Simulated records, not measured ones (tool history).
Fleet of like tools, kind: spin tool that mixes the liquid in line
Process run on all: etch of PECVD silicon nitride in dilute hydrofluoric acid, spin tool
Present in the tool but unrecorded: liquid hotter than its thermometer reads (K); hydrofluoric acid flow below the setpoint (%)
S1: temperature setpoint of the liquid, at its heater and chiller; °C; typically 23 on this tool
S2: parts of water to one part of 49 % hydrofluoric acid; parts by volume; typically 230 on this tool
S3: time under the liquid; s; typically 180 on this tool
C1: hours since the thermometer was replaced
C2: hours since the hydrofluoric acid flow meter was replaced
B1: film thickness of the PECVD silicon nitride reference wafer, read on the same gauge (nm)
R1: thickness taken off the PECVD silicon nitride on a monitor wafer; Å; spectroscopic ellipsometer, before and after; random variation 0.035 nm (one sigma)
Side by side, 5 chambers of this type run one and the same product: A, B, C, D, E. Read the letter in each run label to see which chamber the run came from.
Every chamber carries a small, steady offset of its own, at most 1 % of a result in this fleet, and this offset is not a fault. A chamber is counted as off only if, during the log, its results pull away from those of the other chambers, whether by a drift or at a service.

run 1E day=0.538 | S1=23 S2=230 S3=180 | C1=244.9 C2=818.9 | B1=80.016 | R1=34.681
run 2C day=0.829 | S1=23 S2=230 S3=180 | C1=438 C2=823.4 | B1=80.048 | R1=35.25
run 3B day=1.342 | S1=23 S2=230 S3=180 | C1=806.9 C2=474.1 | B1=79.995 | R1=34.504
run 4A day=1.858 | S1=23 S2=230 S3=180 | C1=1039.1 C2=157.8 | B1=80.001 | R1=35.169
run 5D day=2.175 | S1=23 S2=230 S3=180 | C1=533.7 C2=416.1 | B1=79.999 | R1=34.622
run 6E day=2.7 | S1=23 S2=315 S3=180 | C1=296.8 C2=870.8 | B1=79.988 | R1=25.744
run 7C day=3.167 | S1=23 S2=315 S3=180 | C1=494.1 C2=879.5 | B1=80.006 | R1=25.453
run 8D day=3.625 | S1=23 S2=315 S3=180 | C1=568.5 C2=450.9 | B1=79.966 | R1=25.482
run 9A day=4.012 | S1=23 S2=315 S3=180 | C1=1090.8 C2=209.5 | B1=79.997 | R1=25.581
run 10B day=4.562 | S1=23 S2=315 S3=180 | C1=884.2 C2=551.4 | B1=80.044 | R1=25.322
run 11D day=4.925 | S1=23 S2=230 S3=145 | C1=599.7 C2=482.1 | B1=79.976 | R1=28.918
run 12B day=5.496 | S1=23 S2=230 S3=145 | C1=906.6 C2=573.8 | B1=80.014 | R1=27.353
-- day=5.775 chamber B: hydrofluoric acid flow meter replaced
run 13A day=5.775 | S1=23 S2=230 S3=145 | C1=1133.1 C2=251.8 | B1=80.011 | R1=28.348
run 14C day=6.2 | S1=23 S2=230 S3=145 | C1=566.9 C2=952.3 | B1=80.018 | R1=28.387
run 15E day=6.588 | S1=23 S2=230 S3=145 | C1=390.1 C2=964.1 | B1=80.011 | R1=27.736
run 16E day=6.929 | S1=23 S2=230 S3=180 | C1=398.3 C2=972.3 | B1=80.029 | R1=34.759
run 17C day=7.35 | S1=23 S2=230 S3=180 | C1=594.5 C2=979.9 | B1=80.019 | R1=34.87
run 18B day=7.704 | S1=24.5 S2=305 S3=180 | C1=959.6 C2=46.4 | B1=79.992 | R1=28.705
run 19D day=8.158 | S1=24.5 S2=305 S3=180 | C1=677.3 C2=559.7 | B1=80 | R1=29.847
run 20A day=8.479 | S1=24.5 S2=305 S3=180 | C1=1198 C2=316.7 | B1=80.042 | R1=28.764
run 21A day=9.042 | S1=24.5 S2=305 S3=180 | C1=1211.5 C2=330.2 | B1=80.012 | R1=28.786
run 22B day=9.375 | S1=24.5 S2=305 S3=180 | C1=999.7 C2=86.5 | B1=79.955 | R1=28.708
run 23E day=9.867 | S1=23 S2=230 S3=180 | C1=468.8 C2=1042.8 | B1=79.989 | R1=34.663
run 24C day=10.371 | S1=23 S2=230 S3=180 | C1=667 C2=1052.4 | B1=80.008 | R1=34.795
run 25D day=10.842 | S1=23 S2=230 S3=180 | C1=741.7 C2=624.1 | B1=80.024 | R1=36.426
run 26B day=11.138 | S1=23 S2=230 S3=180 | C1=1042 C2=128.8 | B1=80.009 | R1=34.932
run 27D day=11.388 | S1=23 S2=230 S3=180 | C1=754.8 C2=637.2 | B1=80 | R1=37.839
run 28C day=11.85 | S1=23 S2=230 S3=180 | C1=702.5 C2=1087.9 | B1=79.994 | R1=34.716
run 29A day=12.188 | S1=23 S2=230 S3=80 | C1=1287 C2=405.7 | B1=80.007 | R1=15.3
run 30E day=12.667 | S1=23 S2=230 S3=80 | C1=536 C2=1110 | B1=80.043 | R1=15.523
run 31C day=13.183 | S1=23 S2=230 S3=80 | C1=734.5 C2=1119.9 | B1=80.007 | R1=15.582
-- day=13.275 chamber C: thermometer replaced
-- day=13.446 chamber B: thermometer replaced
run 32B day=13.733 | S1=23 S2=230 S3=80 | C1=6.9 C2=191.1 | B1=79.998 | R1=15.142
run 33E day=13.979 | S1=23 S2=230 S3=80 | C1=567.5 C2=1141.5 | B1=80.014 | R1=15.555
run 34A day=14.4 | S1=19.5 S2=230 S3=80 | C1=1340.1 C2=458.8 | B1=79.981 | R1=12.427
run 35D day=14.754 | S1=19.5 S2=230 S3=80 | C1=835.6 C2=718 | B1=79.995 | R1=13.556
run 36E day=15.308 | S1=19.5 S2=230 S3=80 | C1=599.4 C2=1173.4 | B1=79.994 | R1=12.325
run 37C day=15.758 | S1=19.5 S2=230 S3=80 | C1=59.6 C2=1181.7 | B1=79.977 | R1=12.408
run 38D day=16.204 | S1=19.5 S2=230 S3=80 | C1=870.4 C2=752.8 | B1=80.003 | R1=13.741
run 39B day=16.538 | S1=21.5 S2=230 S3=180 | C1=74.2 C2=258.4 | B1=79.99 | R1=31.118
run 40A day=16.933 | S1=21.5 S2=230 S3=180 | C1=1400.9 C2=519.6 | B1=79.999 | R1=31.597
run 41E day=17.446 | S1=21.5 S2=230 S3=180 | C1=650.7 C2=1224.7 | B1=79.959 | R1=32.046
run 42B day=17.9 | S1=21.5 S2=230 S3=180 | C1=106.9 C2=291.1 | B1=79.967 | R1=31.487
run 43C day=18.275 | S1=21.5 S2=230 S3=180 | C1=120 C2=1242.1 | B1=79.993 | R1=32.019

The same settings go to every chamber for the next run, one line per chamber below. Forecast the results for each:
run 44A day=18.683 | S1=23 S2=230 S3=180 | R1=?
run 44B day=18.683 | S1=23 S2=230 S3=180 | R1=?
run 44C day=18.683 | S1=23 S2=230 S3=180 | R1=?
run 44D day=18.683 | S1=23 S2=230 S3=180 | R1=?
run 44E day=18.683 | S1=23 S2=230 S3=180 | R1=?

run=44A R1=34.842
run=44B R1=34.927
run=44C R1=34.65
run=44D R1=39.079
run=44E R1=34.874

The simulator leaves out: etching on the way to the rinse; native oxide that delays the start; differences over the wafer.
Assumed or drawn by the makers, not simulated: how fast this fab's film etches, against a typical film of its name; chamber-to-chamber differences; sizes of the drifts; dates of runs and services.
